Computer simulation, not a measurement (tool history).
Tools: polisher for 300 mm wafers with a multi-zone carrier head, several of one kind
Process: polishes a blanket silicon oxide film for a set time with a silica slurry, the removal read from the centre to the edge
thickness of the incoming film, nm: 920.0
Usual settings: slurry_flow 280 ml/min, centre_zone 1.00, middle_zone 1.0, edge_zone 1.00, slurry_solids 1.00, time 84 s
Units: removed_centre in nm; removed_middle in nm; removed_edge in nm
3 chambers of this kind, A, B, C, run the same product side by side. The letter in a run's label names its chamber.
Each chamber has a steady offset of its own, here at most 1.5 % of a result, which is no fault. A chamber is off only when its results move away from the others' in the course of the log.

| run | hour | slurry_flow | centre_zone | middle_zone | edge_zone | slurry_solids | time | removed_centre | removed_middle | removed_edge |
|---|---|---|---|---|---|---|---|---|---|---|
| 1A | 11.4 | 280 | 1.00 | 1.0 | 1.00 | 1.00 | 84 | 197.85 | 201.71 | 193.76 |
| 2B | 23.2 | 280 | 1.00 | 1.0 | 1.00 | 1.00 | 84 | 194.55 | 200.36 | 192.35 |
|  | 26.7 | chamber B: worn pad replaced by a new one |
| 3C | 29.8 | 280 | 1.00 | 1.0 | 1.00 | 1.00 | 84 | 194.19 | 191.77 | 197.02 |
|  | 33.6 | chamber A: worn pad replaced by a new one |
| 4B | 40.3 | 280 | 1.00 | 1.0 | 1.00 | 1.00 | 84 | 195.47 | 198.38 | 191.60 |
| 5C | 46.5 | 280 | 1.00 | 0.9 | 1.00 | 1.00 | 84 | 193.83 | 177.48 | 195.58 |
| 6A | 53.8 | 280 | 1.00 | 0.9 | 1.00 | 1.00 | 84 | 193.57 | 178.09 | 195.50 |
| 7A | 60.4 | 280 | 1.00 | 0.9 | 1.00 | 1.00 | 84 | 198.73 | 178.22 | 193.08 |
|  | 69.6 | chamber A: slurry nozzle cleaned |
| 8C | 71.7 | 280 | 1.00 | 1.0 | 1.00 | 1.00 | 84 | 198.12 | 190.87 | 198.61 |
| 9B | 78.1 | 280 | 1.00 | 1.0 | 1.00 | 1.00 | 84 | 197.21 | 194.96 | 191.57 |
|  | 84.8 | chamber C: slurry nozzle cleaned |
| 10B | 88.6 | 280 | 1.00 | 1.0 | 1.00 | 1.00 | 84 | 194.87 | 199.22 | 193.64 |
| 11A | 97.7 | 280 | 1.00 | 1.0 | 1.00 | 1.00 | 84 | 193.97 | 195.82 | 193.86 |
| 12C | 106.9 | 280 | 1.00 | 1.0 | 1.00 | 1.00 | 84 | 194.94 | 196.47 | 196.87 |
|  | 118.5 | chamber B: worn pad replaced by a new one |
| 13C | 119.1 | 280 | 1.00 | 1.0 | 1.00 | 1.00 | 84 | 196.95 | 196.11 | 195.64 |
| 14A | 128.4 | 280 | 1.00 | 1.0 | 1.00 | 1.00 | 84 | 193.13 | 197.27 | 195.38 |
| 15B | 137.6 | 280 | 1.00 | 1.0 | 1.00 | 1.00 | 84 | 194.94 | 189.81 | 193.15 |
|  | 143.4 | chamber C: worn pad replaced by a new one |
|  | 143.7 | chamber B: slurry nozzle cleaned |
|  | 148.2 | chamber A: worn pad replaced by a new one |
| 16A | 150.4 | 280 | 1.00 | 1.0 | 1.00 | 1.00 | 84 | 196.44 | 195.55 | 194.95 |
| 17C | 163.2 | 330 | 1.00 | 1.0 | 0.90 | 1.00 | 84 | 196.07 | 198.83 | 188.13 |
| 18B | 169.5 | 330 | 1.00 | 1.0 | 0.90 | 1.00 | 84 | 195.22 | 203.00 | 182.16 |
| 19C | 175.4 | 330 | 1.00 | 1.0 | 0.90 | 1.00 | 84 | 201.98 | 198.55 | 188.90 |
| 20A | 187.2 | 280 | 1.00 | 1.0 | 1.00 | 1.00 | 84 | 193.27 | 195.85 | 195.05 |
|  | 195.4 | chamber B: worn pad replaced by a new one |
| 21B | 196.0 | 280 | 1.00 | 1.0 | 1.00 | 1.00 | 84 | 196.65 | 196.77 | 194.02 |
| 22B | 205.4 | 280 | 1.00 | 1.0 | 1.00 | 1.00 | 84 | 198.17 | 193.75 | 192.02 |
| 23A | 211.1 | 280 | 1.00 | 1.0 | 1.00 | 1.00 | 84 | 193.34 | 196.26 | 195.00 |
| 24C | 217.7 | 280 | 1.00 | 1.0 | 1.08 | 1.00 | 84 | 192.54 | 195.24 | 203.22 |
| 25A | 227.6 | 280 | 1.00 | 1.0 | 1.08 | 1.00 | 84 | 196.90 | 196.95 | 202.02 |
| 26C | 236.4 | 280 | 1.00 | 1.0 | 1.08 | 1.00 | 84 | 192.50 | 196.69 | 206.11 |
| 27B | 245.8 | 280 | 0.93 | 1.0 | 1.00 | 1.00 | 94 | 201.10 | 216.76 | 214.64 |
| 28C | 254.0 | 280 | 0.93 | 1.0 | 1.00 | 1.00 | 94 | 201.47 | 217.95 | 222.86 |
| 29A | 266.8 | 280 | 0.93 | 1.0 | 1.00 | 1.00 | 94 | 202.21 | 220.36 | 216.91 |
| 30B | 277.6 | 280 | 1.00 | 1.0 | 1.00 | 1.00 | 84 | 194.32 | 193.83 | 193.46 |
|  | 282.9 | chamber B: centre zone pressure recalibrated |
|  | 284.2 | chamber B: worn pad replaced by a new one |
|  | 288.1 | chamber C: worn pad replaced by a new one |
| 31C | 288.2 | 280 | 1.00 | 1.0 | 1.00 | 1.25 | 84 | 214.03 | 210.30 | 216.28 |
| 32B | 297.4 | 280 | 1.00 | 1.0 | 1.00 | 1.25 | 84 | 216.52 | 211.71 | 209.09 |

All 3 chambers run these settings next. Forecast each chamber's results:
| 33A | 306.8 | 280 | 1.00 | 1.0 | 1.00 | 1.25 | 84 | ? | ? | ? |
| 33B | 306.8 | 280 | 1.00 | 1.0 | 1.00 | 1.25 | 84 | ? | ? | ? |
| 33C | 306.8 | 280 | 1.00 | 1.0 | 1.00 | 1.25 | 84 | ? | ? | ? |

| run | removed_centre | removed_middle | removed_edge |
|---|---|---|---|
| 33A | 211.16 | 215.60 | 215.20 |
| 33B | 216.63 | 216.06 | 210.46 |
| 33C | 213.50 | 211.43 | 216.39 |
